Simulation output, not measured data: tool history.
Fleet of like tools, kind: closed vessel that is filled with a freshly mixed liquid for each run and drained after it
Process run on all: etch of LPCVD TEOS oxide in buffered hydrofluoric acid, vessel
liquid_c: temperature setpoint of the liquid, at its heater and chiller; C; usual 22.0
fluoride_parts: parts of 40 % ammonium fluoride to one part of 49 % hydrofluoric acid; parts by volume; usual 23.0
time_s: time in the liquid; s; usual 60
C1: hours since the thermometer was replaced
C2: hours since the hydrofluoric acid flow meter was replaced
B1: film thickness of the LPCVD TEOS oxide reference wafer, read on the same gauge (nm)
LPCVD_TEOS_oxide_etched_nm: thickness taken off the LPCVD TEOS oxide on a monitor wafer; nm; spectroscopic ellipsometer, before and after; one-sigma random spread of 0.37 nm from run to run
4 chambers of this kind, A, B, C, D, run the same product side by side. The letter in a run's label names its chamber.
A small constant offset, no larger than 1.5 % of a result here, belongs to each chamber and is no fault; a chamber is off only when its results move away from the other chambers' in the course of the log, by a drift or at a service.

Run 1C, hour 2.9: usual settings; C1 1391.1; C2 860.8; B1 110.02. Result: LPCVD_TEOS_oxide_etched_nm 86.224 nm.
Run 2A, hour 8.1: usual settings; C1 809.7; C2 1348.6; B1 110.03. Result: LPCVD_TEOS_oxide_etched_nm 89.125 nm.
Run 3B, hour 13.2: usual settings; C1 1283.4; C2 438.5; B1 110.05. Result: LPCVD_TEOS_oxide_etched_nm 87.885 nm.
Run 4D, hour 16.3: usual settings; C1 1491.9; C2 297.2; B1 110.03. Result: LPCVD_TEOS_oxide_etched_nm 87.995 nm.
Run 5A, hour 22.0: usual settings; C1 823.6; C2 1362.5; B1 110.00. Result: LPCVD_TEOS_oxide_etched_nm 88.835 nm.
Run 6D, hour 27.0: usual settings; C1 1502.6; C2 307.9; B1 109.96. Result: LPCVD_TEOS_oxide_etched_nm 87.232 nm.
Run 7C, hour 33.1: usual settings; C1 1421.3; C2 891.0; B1 110.01. Result: LPCVD_TEOS_oxide_etched_nm 87.039 nm.
Run 8B, hour 38.0: usual settings; C1 1308.2; C2 463.3; B1 110.00. Result: LPCVD_TEOS_oxide_etched_nm 88.101 nm.
Run 9B, hour 42.8: usual settings; C1 1313.0; C2 468.1; B1 109.99. Result: LPCVD_TEOS_oxide_etched_nm 88.748 nm.
Run 10C, hour 48.4: usual settings; C1 1436.6; C2 906.3; B1 109.99. Result: LPCVD_TEOS_oxide_etched_nm 87.240 nm.
Run 11D, hour 52.7: usual settings; C1 1528.3; C2 333.6; B1 110.03. Result: LPCVD_TEOS_oxide_etched_nm 87.536 nm.
Run 12A, hour 55.9: usual settings; C1 857.5; C2 1396.4; B1 109.97. Result: LPCVD_TEOS_oxide_etched_nm 88.883 nm.
At hour 56.5: chamber B: hydrofluoric acid flow meter replaced.
Run 13B, hour 59.2: usual settings; C1 1329.4; C2 2.8; B1 110.02. Result: LPCVD_TEOS_oxide_etched_nm 87.838 nm.
Run 14C, hour 63.1: usual settings; C1 1451.3; C2 921.0; B1 109.99. Result: LPCVD_TEOS_oxide_etched_nm 87.097 nm.
Run 15A, hour 66.6: usual settings but liquid_c 20.5 C, fluoride_parts 26.5 parts by volume; C1 868.2; C2 1407.1; B1 109.98. Result: LPCVD_TEOS_oxide_etched_nm 74.739 nm.
Run 16D, hour 72.5: usual settings but liquid_c 20.5 C, fluoride_parts 26.5 parts by volume; C1 1548.1; C2 353.4; B1 110.00. Result: LPCVD_TEOS_oxide_etched_nm 73.297 nm.
Run 17C, hour 78.1: usual settings but liquid_c 20.5 C, fluoride_parts 26.5 parts by volume; C1 1466.3; C2 936.0; B1 109.98. Result: LPCVD_TEOS_oxide_etched_nm 73.028 nm.
Run 18A, hour 82.3: usual settings but liquid_c 20.5 C, fluoride_parts 26.5 parts by volume; C1 883.9; C2 1422.8; B1 110.01. Result: LPCVD_TEOS_oxide_etched_nm 74.383 nm.
Run 19D, hour 86.9: usual settings; C1 1562.5; C2 367.8; B1 110.00. Result: LPCVD_TEOS_oxide_etched_nm 87.543 nm.
Run 20B, hour 93.3: usual settings but liquid_c 18.5 C, fluoride_parts 16.5 parts by volume; C1 1363.5; C2 36.9; B1 109.99. Result: LPCVD_TEOS_oxide_etched_nm 96.590 nm.
Run 21A, hour 96.3: usual settings but liquid_c 18.5 C, fluoride_parts 16.5 parts by volume; C1 897.9; C2 1436.8; B1 110.04. Result: LPCVD_TEOS_oxide_etched_nm 98.155 nm.
Run 22C, hour 102.1: usual settings but liquid_c 18.5 C, fluoride_parts 16.5 parts by volume; C1 1490.3; C2 960.0; B1 110.02. Result: LPCVD_TEOS_oxide_etched_nm 95.646 nm.
Run 23D, hour 106.7: usual settings but liquid_c 18.5 C, fluoride_parts 16.5 parts by volume; C1 1582.3; C2 387.6; B1 109.95. Result: LPCVD_TEOS_oxide_etched_nm 95.444 nm.
Run 24B, hour 112.9: usual settings; C1 1383.1; C2 56.5; B1 110.00. Result: LPCVD_TEOS_oxide_etched_nm 87.939 nm.
Run 25C, hour 118.6: usual settings but liquid_c 19.5 C, fluoride_parts 28.5 parts by volume; C1 1506.8; C2 976.5; B1 109.98. Result: LPCVD_TEOS_oxide_etched_nm 65.673 nm.
Run 26B, hour 122.2: usual settings but liquid_c 19.5 C, fluoride_parts 28.5 parts by volume; C1 1392.4; C2 65.8; B1 110.01. Result: LPCVD_TEOS_oxide_etched_nm 65.893 nm.
Run 27D, hour 126.0: usual settings but liquid_c 19.5 C, fluoride_parts 28.5 parts by volume; C1 1601.6; C2 406.9; B1 109.99. Result: LPCVD_TEOS_oxide_etched_nm 65.650 nm.
Run 28A, hour 132.0: usual settings but liquid_c 19.5 C, fluoride_parts 28.5 parts by volume; C1 933.6; C2 1472.5; B1 110.02. Result: LPCVD_TEOS_oxide_etched_nm 67.074 nm.
Run 29A, hour 136.7: usual settings; C1 938.3; C2 1477.2; B1 110.00. Result: LPCVD_TEOS_oxide_etched_nm 88.829 nm.
Run 30C, hour 142.9: usual settings; C1 1531.1; C2 1000.8; B1 110.00. Result: LPCVD_TEOS_oxide_etched_nm 87.691 nm.
Run 31B, hour 146.6: usual settings; C1 1416.8; C2 90.2; B1 110.01. Result: LPCVD_TEOS_oxide_etched_nm 88.410 nm.
Run 32D, hour 151.4: usual settings but liquid_c 24.0 C, time_s 90 s; C1 1627.0; C2 432.3; B1 110.02. Result: LPCVD_TEOS_oxide_etched_nm 147.720 nm.
Run 33D, hour 156.8: usual settings but liquid_c 24.0 C, time_s 90 s; C1 1632.4; C2 437.7; B1 109.99. Result: LPCVD_TEOS_oxide_etched_nm 147.530 nm.
Run 34B, hour 162.2: usual settings but liquid_c 24.0 C, time_s 90 s; C1 1432.4; C2 105.8; B1 110.00. Result: LPCVD_TEOS_oxide_etched_nm 147.470 nm.
Run 35C, hour 167.0: usual settings but liquid_c 24.0 C, time_s 90 s; C1 1555.2; C2 1024.9; B1 109.99. Result: LPCVD_TEOS_oxide_etched_nm 145.800 nm.

All 4 chambers run these settings next. Forecast each chamber's results:
Run 36A, hour 171.7: usual settings but time_s 75 s. Result: LPCVD_TEOS_oxide_etched_nm ?.
Run 36B, hour 171.7: usual settings but time_s 75 s. Result: LPCVD_TEOS_oxide_etched_nm ?.
Run 36C, hour 171.7: usual settings but time_s 75 s. Result: LPCVD_TEOS_oxide_etched_nm ?.
Run 36D, hour 171.7: usual settings but time_s 75 s. Result: LPCVD_TEOS_oxide_etched_nm ?.

run  LPCVD_TEOS_oxide_etched_nm
36A                     111.580
36B                     109.630
36C                     109.490
36D                     109.380
